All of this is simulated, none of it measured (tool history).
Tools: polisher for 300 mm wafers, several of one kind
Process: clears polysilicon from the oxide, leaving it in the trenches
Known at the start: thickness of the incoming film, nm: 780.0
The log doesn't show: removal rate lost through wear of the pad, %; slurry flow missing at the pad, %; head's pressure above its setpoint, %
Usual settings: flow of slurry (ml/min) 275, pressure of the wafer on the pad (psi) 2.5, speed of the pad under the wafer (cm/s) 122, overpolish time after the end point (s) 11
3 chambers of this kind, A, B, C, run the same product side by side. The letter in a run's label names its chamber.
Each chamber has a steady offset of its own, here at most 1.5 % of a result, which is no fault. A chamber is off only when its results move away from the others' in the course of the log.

| run | hour | flow of slurry (ml/min) | pressure of the wafer on the pad (psi) | speed of the pad under the wafer (cm/s) | overpolish time after the end point (s) | wafers polished on this pad | hours since the slurry nozzle was cleaned | hours since the head pressure was calibrated | time until the end point was called (s) | dishing of a wide line in a test structure (nm) |
|---|---|---|---|---|---|---|---|---|---|---|
| 1A | 5.2 | 275 | 2.5 | 122 | 11 | 405 | 56.4 | 864.9 | 53.630 | 42.440 |
| 2B | 8.8 | 275 | 2.5 | 122 | 11 | 789 | 95.3 | 596.0 | 54.558 | 43.716 |
|  | 11.6 | chamber B: worn pad replaced by a new one |
| 3C | 13.7 | 275 | 2.5 | 122 | 11 | 569 | 143.4 | 1195.0 | 54.956 | 43.817 |
| 4B | 16.8 | 275 | 2.5 | 122 | 11 | 66 | 103.3 | 604.0 | 53.823 | 43.225 |
|  | 20.8 | chamber A: head pressure recalibrated |
| 5C | 20.8 | 275 | 2.5 | 122 | 11 | 658 | 150.5 | 1202.1 | 55.911 | 44.048 |
| 6A | 25.9 | 275 | 2.5 | 122 | 11 | 667 | 77.1 | 5.2 | 55.496 | 43.223 |
| 7A | 28.9 | 275 | 2.5 | 122 | 11 | 705 | 80.1 | 8.2 | 54.973 | 43.154 |
| 8C | 34.2 | 275 | 2.5 | 122 | 11 | 828 | 163.9 | 1215.5 | 55.674 | 42.966 |
| 9B | 38.6 | 275 | 2.5 | 122 | 11 | 342 | 125.1 | 625.8 | 54.865 | 43.625 |
| 10A | 42.1 | 275 | 2.5 | 122 | 11 | 872 | 93.3 | 21.4 | 54.324 | 42.163 |
| 11B | 46.8 | 275 | 2.5 | 122 | 11 | 446 | 133.3 | 634.0 | 53.965 | 44.026 |
| 12C | 49.4 | 275 | 2.5 | 122 | 11 | 1020 | 179.1 | 1230.7 | 54.319 | 43.531 |
| 13A | 52.1 | 275 | 2.5 | 122 | 11 | 998 | 103.3 | 31.4 | 55.479 | 43.648 |
|  | 52.9 | chamber C: worn pad replaced by a new one |
| 14B | 56.5 | 275 | 2.5 | 122 | 11 | 569 | 143.0 | 643.7 | 53.439 | 43.895 |
| 15C | 60.3 | 275 | 2.5 | 122 | 11 | 94 | 190.0 | 1241.6 | 53.284 | 43.307 |
| 16A | 65.3 | 275 | 2.5 | 122 | 11 | 1165 | 116.5 | 44.6 | 56.074 | 42.407 |
|  | 68.0 | chamber B: worn pad replaced by a new one |
| 17C | 68.3 | 275 | 2.5 | 122 | 11 | 195 | 198.0 | 1249.6 | 55.000 | 44.545 |
| 18B | 72.1 | 275 | 2.5 | 122 | 11 | 53 | 158.6 | 659.3 | 53.275 | 44.271 |
| 19B | 76.2 | 275 | 2.5 | 122 | 11 | 105 | 162.7 | 663.4 | 53.543 | 44.289 |
| 20C | 80.2 | 275 | 2.5 | 122 | 11 | 346 | 209.9 | 1261.5 | 55.394 | 44.846 |
| 21A | 83.2 | 275 | 2.5 | 122 | 11 | 1392 | 134.4 | 62.5 | 57.176 | 42.800 |
| 22C | 88.5 | 275 | 2.5 | 122 | 16 | 451 | 218.2 | 1269.8 | 55.001 | 45.676 |
| 23A | 93.3 | 275 | 2.5 | 122 | 16 | 1520 | 144.5 | 72.6 | 57.754 | 44.220 |
| 24B | 95.8 | 275 | 2.5 | 122 | 16 | 353 | 182.3 | 683.0 | 55.000 | 44.443 |

What goes on in this fleet: one chamber off, a drifting gauge, or nothing beyond the chambers' own small offsets? Name the chamber and the cause, if any.

Chamber A drifts away from the others.
Cause: removal rate lost through wear of the pad, % = 7.52.
The log may not tell that from: slurry flow missing at the pad, %; head's pressure below its setpoint, %.

Here are 4 candidates for chamber A's next run, each the usual settings with a change, their results left as question marks. Which one brings its results back in line with what the others give on the usual settings?
In line means no further than this from the other chambers' mean on the usual settings: time until the end point was called (s) 2.500; dishing of a wide line in a test structure (nm) 1.700
| 25A-1 | 99.8 | 275 | 2.3 | 114 | 10 |  |  |  | ? | ? |
| 25A-2 | 99.8 | 275 | 2.6 | 126 | 12 |  |  |  | ? | ? |
| 25A-3 | 99.8 | 275 | 2.4 | 118 | 10 |  |  |  | ? | ? |
| 25A-4 | 99.8 | 275 | 2.7 | 132 | 14 |  |  |  | ? | ? |

The other chambers' mean on the usual settings: time until the end point was called (s) 54.524; dishing of a wide line in a test structure (nm) 43.655
| run | time until the end point was called (s) | dishing of a wide line in a test structure (nm) |
|---|---|---|
| 25A-1 | 67.907 | 41.224 |
| 25A-2 | 54.391 | 43.775 |
| 25A-3 | 62.889 | 41.876 |
| 25A-4 | 50.005 | 44.419 |
25A-2 brings the chamber back in line.

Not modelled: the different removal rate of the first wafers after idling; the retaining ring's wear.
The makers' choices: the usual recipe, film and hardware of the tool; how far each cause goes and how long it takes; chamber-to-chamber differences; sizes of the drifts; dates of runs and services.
